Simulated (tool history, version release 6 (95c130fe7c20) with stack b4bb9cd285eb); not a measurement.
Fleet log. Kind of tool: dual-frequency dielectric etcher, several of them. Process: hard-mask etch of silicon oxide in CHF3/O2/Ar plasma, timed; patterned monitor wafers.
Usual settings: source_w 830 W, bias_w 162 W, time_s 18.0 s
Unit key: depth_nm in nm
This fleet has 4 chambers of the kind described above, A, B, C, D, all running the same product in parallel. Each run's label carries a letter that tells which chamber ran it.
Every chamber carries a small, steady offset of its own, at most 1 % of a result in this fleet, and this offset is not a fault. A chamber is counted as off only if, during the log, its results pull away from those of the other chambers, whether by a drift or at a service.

run   hour  source_w  bias_w  time_s  read-back reference wafer on the same gauge, depth_nm  depth_nm
 1C    4.2       830     162    18.0                                                 31.412    39.068
 2B    6.1       830     162    18.0                                                 31.376    39.032
 3A    9.0       830     162    18.0                                                 31.400    39.366
 4D   12.4       830     162    18.0                                                 31.401    39.394
 5C   16.2       830     162    18.0                                                 31.399    39.007
 6D   20.0       830     162    18.0                                                 31.400    39.250
 7A   23.3       830     162    18.0                                                 31.382    38.945
 8B   25.4       830     162    18.0                                                 31.419    38.984
 9B   27.6       830     162    20.0                                                 31.421    43.069
10A   29.6       830     162    20.0                                                 31.367    43.464
11C   31.6       830     162    20.0                                                 31.378    43.429
12D   33.7       830     162    20.0                                                 31.379    43.446
13B   36.9       830     162    18.0                                                 31.400    39.123
14A   38.9       830     162    18.0                                                 31.390    39.143
15D   42.1       830     162    18.0                                                 31.400    39.062
16C   46.3       830     162    18.0                                                 31.398    38.983
17D   50.2       830     162    18.0                                                 31.401    38.859
18C   54.3       830     162    18.0                                                 31.396    39.150
19B   56.6       830     162    18.0                                                 31.390    38.866
20A   60.6       830     162    18.0                                                 31.407    39.065
21A   63.4       830     162    18.0                                                 31.413    39.330
22D   66.5       830     162    18.0                                                 31.404    38.674
23B   69.1       660     162    13.0                                                 31.411    25.758
24C   71.8       660     162    13.0                                                 31.391    25.825
25B   75.5       660     162    13.0                                                 31.394    25.679
26A   77.7       660     162    13.0                                                 31.409    25.918
27C   82.0       830     162    18.0                                                 31.400    39.135
28D   85.4       830     162    18.0                                                 31.392    38.502
29D   87.4       830     162    18.0                                                 31.399    38.607
30C   89.3       830     162    18.0                                                 31.383    39.296
31B   91.2       830     162    18.0                                                 31.379    38.968
32A   93.3       830     162    18.0                                                 31.415    39.255
33B   96.1       830     162    18.0                                                 31.406    38.929
34A   99.2       830     162    18.0                                                 31.407    39.119
35D  103.3       830     162    18.0                                                 31.400    38.395
36C  107.0       830     162    18.0                                                 31.393    39.016
37C  109.4       830     162    18.0                                                 31.401    39.423
38B  111.2       830     162    18.0                                                 31.413    39.298
39A  113.1       830     162    18.0                                                 31.370    39.202
40D  117.2       830     162    18.0                                                 31.430    38.348
41D  121.3       830     162    18.0                                                 31.406    38.140
42C  125.4       830     184    22.0                                                 31.430    49.897

Predict what each chamber gives when all 4 of them run the settings below next.
43A  128.5       830     162    14.5                                                                ?
43B  128.5       830     162    14.5                                                                ?
43C  128.5       830     162    14.5                                                                ?
43D  128.5       830     162    14.5                                                                ?

run  depth_nm
43A    31.438
43B    31.348
43C    31.510
43D    30.609
